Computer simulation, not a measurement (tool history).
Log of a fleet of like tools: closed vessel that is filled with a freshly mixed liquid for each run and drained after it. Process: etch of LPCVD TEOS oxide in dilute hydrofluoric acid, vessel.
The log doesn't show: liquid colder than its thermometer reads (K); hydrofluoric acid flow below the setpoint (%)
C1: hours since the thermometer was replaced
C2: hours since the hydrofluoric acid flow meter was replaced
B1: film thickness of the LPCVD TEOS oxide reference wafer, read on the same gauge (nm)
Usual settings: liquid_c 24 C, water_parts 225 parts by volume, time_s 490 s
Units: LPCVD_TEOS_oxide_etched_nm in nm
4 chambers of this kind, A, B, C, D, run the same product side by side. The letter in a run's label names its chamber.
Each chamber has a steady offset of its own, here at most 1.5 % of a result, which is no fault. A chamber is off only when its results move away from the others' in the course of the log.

{"run": "1C", "hour": 11.5, "liquid_c": 24, "water_parts": 225, "time_s": 490, "C1": 1460.2, "C2": 1567, "B1": 100.04, "LPCVD_TEOS_oxide_etched_nm": 55.2}
{"hour": 17.4, "done": "chamber A: thermometer replaced"}
{"run": "2A", "hour": 20.0, "liquid_c": 24, "water_parts": 225, "time_s": 490, "C1": 2.7, "C2": 502.4, "B1": 100.01, "LPCVD_TEOS_oxide_etched_nm": 54.919}
{"run": "3B", "hour": 33.0, "liquid_c": 24, "water_parts": 225, "time_s": 490, "C1": 236.7, "C2": 739.8, "B1": 100, "LPCVD_TEOS_oxide_etched_nm": 54.269}
{"run": "4D", "hour": 48.2, "liquid_c": 24, "water_parts": 225, "time_s": 490, "C1": 1539.5, "C2": 1378.8, "B1": 99.978, "LPCVD_TEOS_oxide_etched_nm": 55.012}
{"run": "5A", "hour": 63.3, "liquid_c": 24, "water_parts": 225, "time_s": 490, "C1": 46, "C2": 545.7, "B1": 100.02, "LPCVD_TEOS_oxide_etched_nm": 54.751}
{"run": "6D", "hour": 76.8, "liquid_c": 24, "water_parts": 225, "time_s": 490, "C1": 1568.1, "C2": 1407.4, "B1": 100.04, "LPCVD_TEOS_oxide_etched_nm": 54.938}
{"run": "7C", "hour": 86.5, "liquid_c": 24, "water_parts": 225, "time_s": 490, "C1": 1535.2, "C2": 1642, "B1": 99.976, "LPCVD_TEOS_oxide_etched_nm": 55.646}
{"run": "8B", "hour": 94.4, "liquid_c": 24, "water_parts": 225, "time_s": 490, "C1": 298.1, "C2": 801.2, "B1": 99.989, "LPCVD_TEOS_oxide_etched_nm": 54.202}
{"run": "9D", "hour": 101.9, "liquid_c": 24, "water_parts": 225, "time_s": 490, "C1": 1593.2, "C2": 1432.5, "B1": 99.991, "LPCVD_TEOS_oxide_etched_nm": 55.545}
{"run": "10A", "hour": 115.0, "liquid_c": 24, "water_parts": 225, "time_s": 490, "C1": 97.7, "C2": 597.4, "B1": 99.962, "LPCVD_TEOS_oxide_etched_nm": 54.915}
{"run": "11B", "hour": 122.4, "liquid_c": 24, "water_parts": 225, "time_s": 490, "C1": 326.1, "C2": 829.2, "B1": 100.04, "LPCVD_TEOS_oxide_etched_nm": 53.978}
{"run": "12C", "hour": 132.4, "liquid_c": 24, "water_parts": 225, "time_s": 490, "C1": 1581.1, "C2": 1687.9, "B1": 100.01, "LPCVD_TEOS_oxide_etched_nm": 54.954}
{"hour": 136.4, "done": "chamber A: hydrofluoric acid flow meter replaced"}
{"run": "13A", "hour": 145.0, "liquid_c": 24, "water_parts": 225, "time_s": 490, "C1": 127.7, "C2": 8.7, "B1": 100.04, "LPCVD_TEOS_oxide_etched_nm": 54.886}
{"run": "14C", "hour": 155.5, "liquid_c": 24, "water_parts": 225, "time_s": 490, "C1": 1604.2, "C2": 1711, "B1": 100, "LPCVD_TEOS_oxide_etched_nm": 54.642}
{"run": "15B", "hour": 162.4, "liquid_c": 24, "water_parts": 225, "time_s": 490, "C1": 366.1, "C2": 869.2, "B1": 99.947, "LPCVD_TEOS_oxide_etched_nm": 53.987}
{"run": "16D", "hour": 176.4, "liquid_c": 24, "water_parts": 225, "time_s": 490, "C1": 1667.7, "C2": 1507, "B1": 99.954, "LPCVD_TEOS_oxide_etched_nm": 54.978}
{"run": "17D", "hour": 189.9, "liquid_c": 24, "water_parts": 225, "time_s": 490, "C1": 1681.2, "C2": 1520.5, "B1": 99.993, "LPCVD_TEOS_oxide_etched_nm": 54.869}
{"run": "18B", "hour": 203.7, "liquid_c": 24, "water_parts": 225, "time_s": 490, "C1": 407.4, "C2": 910.5, "B1": 99.987, "LPCVD_TEOS_oxide_etched_nm": 53.275}
{"run": "19A", "hour": 212.8, "liquid_c": 24, "water_parts": 225, "time_s": 490, "C1": 195.5, "C2": 76.5, "B1": 99.974, "LPCVD_TEOS_oxide_etched_nm": 54.406}
{"run": "20C", "hour": 220.4, "liquid_c": 24, "water_parts": 320, "time_s": 490, "C1": 1669.1, "C2": 1775.9, "B1": 99.966, "LPCVD_TEOS_oxide_etched_nm": 35.438}
{"hour": 222.2, "done": "chamber D: hydrofluoric acid flow meter replaced"}
{"run": "21B", "hour": 229.1, "liquid_c": 24, "water_parts": 320, "time_s": 490, "C1": 432.8, "C2": 935.9, "B1": 100.03, "LPCVD_TEOS_oxide_etched_nm": 34.425}
{"run": "22C", "hour": 242.6, "liquid_c": 24, "water_parts": 320, "time_s": 490, "C1": 1691.3, "C2": 1798.1, "B1": 100.04, "LPCVD_TEOS_oxide_etched_nm": 35.561}
{"run": "23D", "hour": 255.8, "liquid_c": 24, "water_parts": 320, "time_s": 490, "C1": 1747.1, "C2": 33.7, "B1": 100.01, "LPCVD_TEOS_oxide_etched_nm": 35.231}
{"run": "24A", "hour": 265.5, "liquid_c": 24, "water_parts": 225, "time_s": 490, "C1": 248.2, "C2": 129.2, "B1": 100.02, "LPCVD_TEOS_oxide_etched_nm": 54.901}
{"run": "25B", "hour": 281.2, "liquid_c": 24, "water_parts": 225, "time_s": 490, "C1": 484.9, "C2": 988, "B1": 99.971, "LPCVD_TEOS_oxide_etched_nm": 52.481}
{"run": "26D", "hour": 288.0, "liquid_c": 24, "water_parts": 225, "time_s": 755, "C1": 1779.3, "C2": 65.9, "B1": 100, "LPCVD_TEOS_oxide_etched_nm": 84.866}

Is one chamber off against the others, does the gauge drift, or is nothing wrong? If a chamber is off, say which, and what the likeliest cause is.

Chamber B drifts away from the others.
Cause: hydrofluoric acid flow below the setpoint (%) = 2.68.
The log may not tell that from: liquid colder than its thermometer reads (K).

Here are 4 candidates for chamber B's next run, each the usual settings with a change, their results left as question marks. Which one brings its results back in line with what the others give on the usual settings?
In line means no further than this from the other chambers' mean on the usual settings: LPCVD_TEOS_oxide_etched_nm 0.98 nm
{"run": "27B-1", "hour": 299.3, "liquid_c": 24, "water_parts": 220, "time_s": 500, "LPCVD_TEOS_oxide_etched_nm": "?"}
{"run": "27B-2", "hour": 299.3, "liquid_c": 24, "water_parts": 235, "time_s": 470, "LPCVD_TEOS_oxide_etched_nm": "?"}
{"run": "27B-3", "hour": 299.3, "liquid_c": 24, "water_parts": 215, "time_s": 510, "LPCVD_TEOS_oxide_etched_nm": "?"}
{"run": "27B-4", "hour": 299.3, "liquid_c": 24, "water_parts": 230, "time_s": 480, "LPCVD_TEOS_oxide_etched_nm": "?"}

The other chambers' mean on the usual settings: LPCVD_TEOS_oxide_etched_nm 55.036 nm
run=27B-1 LPCVD_TEOS_oxide_etched_nm=55.066
run=27B-2 LPCVD_TEOS_oxide_etched_nm=47.731
run=27B-3 LPCVD_TEOS_oxide_etched_nm=57.765
run=27B-4 LPCVD_TEOS_oxide_etched_nm=50.056
27B-1 brings the chamber back in line.
